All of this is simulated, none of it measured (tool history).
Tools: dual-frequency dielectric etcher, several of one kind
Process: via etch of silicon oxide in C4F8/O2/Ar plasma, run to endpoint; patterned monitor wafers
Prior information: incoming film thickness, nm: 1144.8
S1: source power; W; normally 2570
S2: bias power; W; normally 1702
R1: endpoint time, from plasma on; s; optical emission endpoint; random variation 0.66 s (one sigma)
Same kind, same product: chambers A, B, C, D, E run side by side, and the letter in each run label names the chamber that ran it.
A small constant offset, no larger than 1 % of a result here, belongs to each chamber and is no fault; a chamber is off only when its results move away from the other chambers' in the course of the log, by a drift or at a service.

run,hour,S1,S2,R1
1C,5.4,2570,1702,212.79
2A,13,2570,1702,214.58
3D,18.2,2570,1702,211.21
4E,27.6,2570,1702,213.66
5B,32.4,2570,1702,213.07
6E,40.1,2570,1702,213.22
7B,47.1,3050,1471,207.58
8C,52.2,3050,1471,206.69
9D,59.6,3050,1471,205.65
# hour 60.9: chamber C: wet clean of the chamber
10A,66.9,3050,1471,206.75
# hour 71.3: chamber B: wet clean of the chamber
11C,74.8,3050,1471,205.86
12E,79.9,2570,1702,213.04
13B,86.5,2570,1702,219.91
14A,92.5,2290,1702,224.18
15D,99.7,2290,1702,221.85
16B,108.7,2290,1702,229.97
17A,113.3,2290,1702,224.06
18E,122.6,2290,1702,223.26
19D,130.4,2570,1702,211.03
20C,138.5,2570,1702,213.87
21E,142.9,2570,1702,213.93
22B,148.3,2570,1702,220.02
23D,156.4,2570,1702,211.05
24A,165,2570,1702,213.72
# hour 172.4: chamber E: source power generator calibrated
25C,173.9,2570,1702,211.94
26C,183,2570,1702,213.78
27A,190.4,2570,1702,214.67
28B,195.1,3130,1702,203.52
# hour 196.5: chamber E: wet clean of the chamber
29D,204.4,3130,1702,195.21
30E,210,3130,1702,197.31
31C,215.1,3130,1702,195.91
32D,222.9,3130,1702,195.63
33E,227.5,2570,1702,213.74
34A,233.3,2570,1702,214.6

Next, all 5 chambers run the settings below, one line each with question marks for the results. What does each chamber give?
35A,240.2,2920,1702,?
35B,240.2,2920,1702,?
35C,240.2,2920,1702,?
35D,240.2,2920,1702,?
35E,240.2,2920,1702,?

run,R1
35A,204.07
35B,209.62
35C,202.42
35D,200.84
35E,202.66
